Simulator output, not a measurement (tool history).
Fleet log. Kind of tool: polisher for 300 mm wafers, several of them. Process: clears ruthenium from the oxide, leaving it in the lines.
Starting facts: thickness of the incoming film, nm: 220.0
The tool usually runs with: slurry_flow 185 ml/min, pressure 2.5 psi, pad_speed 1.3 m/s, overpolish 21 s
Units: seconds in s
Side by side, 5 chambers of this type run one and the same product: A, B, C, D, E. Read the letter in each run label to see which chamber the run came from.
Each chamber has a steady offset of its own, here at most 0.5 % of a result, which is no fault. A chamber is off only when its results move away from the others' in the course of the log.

{"run": "1A", "hour": 4.5, "slurry_flow": 185, "pressure": 2.5, "pad_speed": 1.3, "overpolish": 21, "seconds": 116.35}
{"run": "2C", "hour": 7.9, "slurry_flow": 185, "pressure": 2.5, "pad_speed": 1.3, "overpolish": 21, "seconds": 117.51}
{"hour": 9.6, "done": "chamber E: worn pad replaced by a new one"}
{"run": "3E", "hour": 12.8, "slurry_flow": 185, "pressure": 2.5, "pad_speed": 1.3, "overpolish": 21, "seconds": 116.66}
{"run": "4B", "hour": 18.2, "slurry_flow": 185, "pressure": 2.5, "pad_speed": 1.3, "overpolish": 21, "seconds": 117.75}
{"run": "5D", "hour": 21.6, "slurry_flow": 185, "pressure": 2.5, "pad_speed": 1.3, "overpolish": 33, "seconds": 115.76}
{"run": "6D", "hour": 24.6, "slurry_flow": 185, "pressure": 2.5, "pad_speed": 1.3, "overpolish": 33, "seconds": 115.65}
{"run": "7A", "hour": 29.9, "slurry_flow": 185, "pressure": 2.5, "pad_speed": 1.3, "overpolish": 33, "seconds": 117.33}
{"run": "8E", "hour": 35.5, "slurry_flow": 185, "pressure": 2.5, "pad_speed": 1.3, "overpolish": 33, "seconds": 115.66}
{"run": "9B", "hour": 40.7, "slurry_flow": 185, "pressure": 2.5, "pad_speed": 1.3, "overpolish": 33, "seconds": 118.75}
{"run": "10C", "hour": 43.9, "slurry_flow": 185, "pressure": 2.5, "pad_speed": 1.3, "overpolish": 21, "seconds": 117.36}
{"run": "11A", "hour": 49.2, "slurry_flow": 185, "pressure": 2.5, "pad_speed": 1.3, "overpolish": 21, "seconds": 118.32}
{"run": "12E", "hour": 55.0, "slurry_flow": 185, "pressure": 2.5, "pad_speed": 1.3, "overpolish": 21, "seconds": 117.44}
{"run": "13B", "hour": 59.3, "slurry_flow": 185, "pressure": 2.5, "pad_speed": 1.3, "overpolish": 21, "seconds": 117.38}
{"hour": 60.5, "done": "chamber B: head pressure recalibrated"}
{"run": "14C", "hour": 62.2, "slurry_flow": 185, "pressure": 2.5, "pad_speed": 1.3, "overpolish": 21, "seconds": 116.88}
{"run": "15D", "hour": 67.4, "slurry_flow": 185, "pressure": 2.5, "pad_speed": 1.3, "overpolish": 21, "seconds": 116.97}
{"run": "16E", "hour": 73.3, "slurry_flow": 185, "pressure": 2.5, "pad_speed": 1.3, "overpolish": 21, "seconds": 117.75}
{"hour": 75.5, "done": "chamber C: slurry nozzle cleaned"}
{"run": "17B", "hour": 77.3, "slurry_flow": 185, "pressure": 2.5, "pad_speed": 1.3, "overpolish": 21, "seconds": 117.85}
{"run": "18D", "hour": 81.3, "slurry_flow": 185, "pressure": 2.5, "pad_speed": 1.3, "overpolish": 21, "seconds": 115.02}
{"hour": 85.2, "done": "chamber D: worn pad replaced by a new one"}
{"run": "19C", "hour": 87.2, "slurry_flow": 185, "pressure": 2.5, "pad_speed": 1.3, "overpolish": 21, "seconds": 116.64}
{"run": "20A", "hour": 92.4, "slurry_flow": 140, "pressure": 2.5, "pad_speed": 1.44, "overpolish": 21, "seconds": 111.15}
{"hour": 94.0, "done": "chamber C: worn pad replaced by a new one"}
{"run": "21B", "hour": 97.9, "slurry_flow": 140, "pressure": 2.5, "pad_speed": 1.44, "overpolish": 21, "seconds": 114.22}
{"run": "22C", "hour": 102.9, "slurry_flow": 140, "pressure": 2.5, "pad_speed": 1.44, "overpolish": 21, "seconds": 112.82}
{"run": "23D", "hour": 106.1, "slurry_flow": 140, "pressure": 2.5, "pad_speed": 1.44, "overpolish": 21, "seconds": 109.02}
{"run": "24E", "hour": 109.9, "slurry_flow": 140, "pressure": 2.5, "pad_speed": 1.44, "overpolish": 21, "seconds": 110.88}
{"run": "25A", "hour": 115.0, "slurry_flow": 185, "pressure": 2.5, "pad_speed": 1.3, "overpolish": 21, "seconds": 114.58}
{"run": "26B", "hour": 120.4, "slurry_flow": 185, "pressure": 2.5, "pad_speed": 1.3, "overpolish": 21, "seconds": 121.93}
{"run": "27D", "hour": 126.1, "slurry_flow": 185, "pressure": 2.5, "pad_speed": 1.3, "overpolish": 21, "seconds": 115.88}
{"run": "28A", "hour": 131.2, "slurry_flow": 185, "pressure": 2.5, "pad_speed": 1.3, "overpolish": 21, "seconds": 117.9}
{"run": "29E", "hour": 134.3, "slurry_flow": 185, "pressure": 2.5, "pad_speed": 1.3, "overpolish": 21, "seconds": 117.16}
{"run": "30C", "hour": 139.9, "slurry_flow": 185, "pressure": 2.5, "pad_speed": 1.3, "overpolish": 21, "seconds": 117.79}
{"run": "31B", "hour": 144.6, "slurry_flow": 185, "pressure": 2.5, "pad_speed": 1.3, "overpolish": 21, "seconds": 124.98}
{"run": "32E", "hour": 149.7, "slurry_flow": 185, "pressure": 2.5, "pad_speed": 1.3, "overpolish": 21, "seconds": 118.7}
{"run": "33A", "hour": 152.6, "slurry_flow": 185, "pressure": 2.5, "pad_speed": 1.3, "overpolish": 21, "seconds": 117}
{"run": "34D", "hour": 155.9, "slurry_flow": 185, "pressure": 2.5, "pad_speed": 1.3, "overpolish": 21, "seconds": 116.92}
{"run": "35C", "hour": 159.4, "slurry_flow": 185, "pressure": 2.5, "pad_speed": 1.3, "overpolish": 21, "seconds": 118.04}
{"hour": 163.6, "done": "chamber B: worn pad replaced by a new one"}
{"run": "36B", "hour": 164.2, "slurry_flow": 185, "pressure": 2.5, "pad_speed": 1.3, "overpolish": 21, "seconds": 127.08}

Predict what each chamber gives when all 5 of them run the settings below next.
{"run": "37A", "hour": 168.7, "slurry_flow": 185, "pressure": 2.9, "pad_speed": 1.3, "overpolish": 21, "seconds": "?"}
{"run": "37B", "hour": 168.7, "slurry_flow": 185, "pressure": 2.9, "pad_speed": 1.3, "overpolish": 21, "seconds": "?"}
{"run": "37C", "hour": 168.7, "slurry_flow": 185, "pressure": 2.9, "pad_speed": 1.3, "overpolish": 21, "seconds": "?"}
{"run": "37D", "hour": 168.7, "slurry_flow": 185, "pressure": 2.9, "pad_speed": 1.3, "overpolish": 21, "seconds": "?"}
{"run": "37E", "hour": 168.7, "slurry_flow": 185, "pressure": 2.9, "pad_speed": 1.3, "overpolish": 21, "seconds": "?"}

run=37A seconds=101.22
run=37B seconds=111.97
run=37C seconds=101.75
run=37D seconds=101.21
run=37E seconds=101.54
